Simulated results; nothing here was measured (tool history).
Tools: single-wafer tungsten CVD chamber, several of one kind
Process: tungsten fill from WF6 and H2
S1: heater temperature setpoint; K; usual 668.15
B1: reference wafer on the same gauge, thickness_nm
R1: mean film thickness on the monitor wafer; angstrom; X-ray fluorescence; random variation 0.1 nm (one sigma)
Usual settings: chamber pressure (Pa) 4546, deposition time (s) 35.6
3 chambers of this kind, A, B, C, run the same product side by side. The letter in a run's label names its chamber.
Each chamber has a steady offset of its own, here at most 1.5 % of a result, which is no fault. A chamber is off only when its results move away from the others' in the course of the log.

{"run": "1A", "hour": 4.6, "S1": 668.15, "chamber pressure (Pa)": 4546, "deposition time (s)": 35.6, "B1": 103.99, "R1": 991.32}
{"run": "2B", "hour": 12.1, "S1": 668.15, "chamber pressure (Pa)": 4546, "deposition time (s)": 35.6, "B1": 104.05, "R1": 993.81}
{"run": "3C", "hour": 15.6, "S1": 668.15, "chamber pressure (Pa)": 4546, "deposition time (s)": 35.6, "B1": 104.07, "R1": 1008.4}
{"run": "4A", "hour": 19.5, "S1": 668.15, "chamber pressure (Pa)": 4546, "deposition time (s)": 35.6, "B1": 104.08, "R1": 989.06}
{"run": "5C", "hour": 26.5, "S1": 668.15, "chamber pressure (Pa)": 4546, "deposition time (s)": 35.6, "B1": 104.07, "R1": 1009.3}
{"run": "6B", "hour": 30.2, "S1": 668.15, "chamber pressure (Pa)": 4546, "deposition time (s)": 35.6, "B1": 104.07, "R1": 995.68}
{"run": "7A", "hour": 34.5, "S1": 668.15, "chamber pressure (Pa)": 4546, "deposition time (s)": 35.6, "B1": 104.08, "R1": 992.41}
{"run": "8B", "hour": 41.8, "S1": 668.15, "chamber pressure (Pa)": 4546, "deposition time (s)": 35.6, "B1": 104.13, "R1": 994.66}
{"run": "9C", "hour": 48.8, "S1": 668.15, "chamber pressure (Pa)": 4546, "deposition time (s)": 35.6, "B1": 104.13, "R1": 1010.4}
{"run": "10A", "hour": 54.3, "S1": 668.15, "chamber pressure (Pa)": 4546, "deposition time (s)": 35.6, "B1": 104.16, "R1": 993.76}
{"run": "11B", "hour": 60.9, "S1": 668.15, "chamber pressure (Pa)": 4546, "deposition time (s)": 35.6, "B1": 104.13, "R1": 995.54}
{"run": "12C", "hour": 67.4, "S1": 655.15, "chamber pressure (Pa)": 5040, "deposition time (s)": 35.6, "B1": 104.17, "R1": 821.05}
{"run": "13A", "hour": 74.1, "S1": 655.15, "chamber pressure (Pa)": 5040, "deposition time (s)": 35.6, "B1": 104.2, "R1": 812.66}
{"run": "14C", "hour": 80.6, "S1": 655.15, "chamber pressure (Pa)": 5040, "deposition time (s)": 35.6, "B1": 104.22, "R1": 822.27}
{"run": "15B", "hour": 87.9, "S1": 668.15, "chamber pressure (Pa)": 4546, "deposition time (s)": 35.6, "B1": 104.24, "R1": 996.15}
{"run": "16A", "hour": 94.2, "S1": 668.15, "chamber pressure (Pa)": 4546, "deposition time (s)": 35.6, "B1": 104.25, "R1": 994.3}
{"run": "17B", "hour": 99.0, "S1": 668.15, "chamber pressure (Pa)": 4546, "deposition time (s)": 35.6, "B1": 104.28, "R1": 996.72}
{"run": "18C", "hour": 103.3, "S1": 668.15, "chamber pressure (Pa)": 4546, "deposition time (s)": 35.6, "B1": 104.29, "R1": 1011.3}
{"run": "19A", "hour": 109.9, "S1": 668.15, "chamber pressure (Pa)": 4546, "deposition time (s)": 35.6, "B1": 104.3, "R1": 994.21}
{"run": "20C", "hour": 117.9, "S1": 668.15, "chamber pressure (Pa)": 5013, "deposition time (s)": 35.6, "B1": 104.33, "R1": 1058.2}
{"run": "21B", "hour": 125.3, "S1": 668.15, "chamber pressure (Pa)": 5013, "deposition time (s)": 35.6, "B1": 104.39, "R1": 1046.3}
{"run": "22A", "hour": 132.6, "S1": 668.15, "chamber pressure (Pa)": 5013, "deposition time (s)": 35.6, "B1": 104.38, "R1": 1043}
{"run": "23B", "hour": 138.4, "S1": 668.15, "chamber pressure (Pa)": 4546, "deposition time (s)": 35.6, "B1": 104.39, "R1": 998.38}
{"run": "24C", "hour": 142.8, "S1": 668.15, "chamber pressure (Pa)": 4546, "deposition time (s)": 35.6, "B1": 104.39, "R1": 1012.7}
{"run": "25A", "hour": 148.5, "S1": 668.15, "chamber pressure (Pa)": 4546, "deposition time (s)": 35.6, "B1": 104.42, "R1": 996.12}
{"run": "26B", "hour": 155.2, "S1": 668.15, "chamber pressure (Pa)": 4546, "deposition time (s)": 35.6, "B1": 104.4, "R1": 997.94}

Is one chamber off against the others, does the gauge drift, or is nothing wrong? If a chamber is off, say which, and what the likeliest cause is.

The gauge drifts, so all chambers seem to drift together. No chamber is off.
Cause: gauge reads high (%) = 0.43.
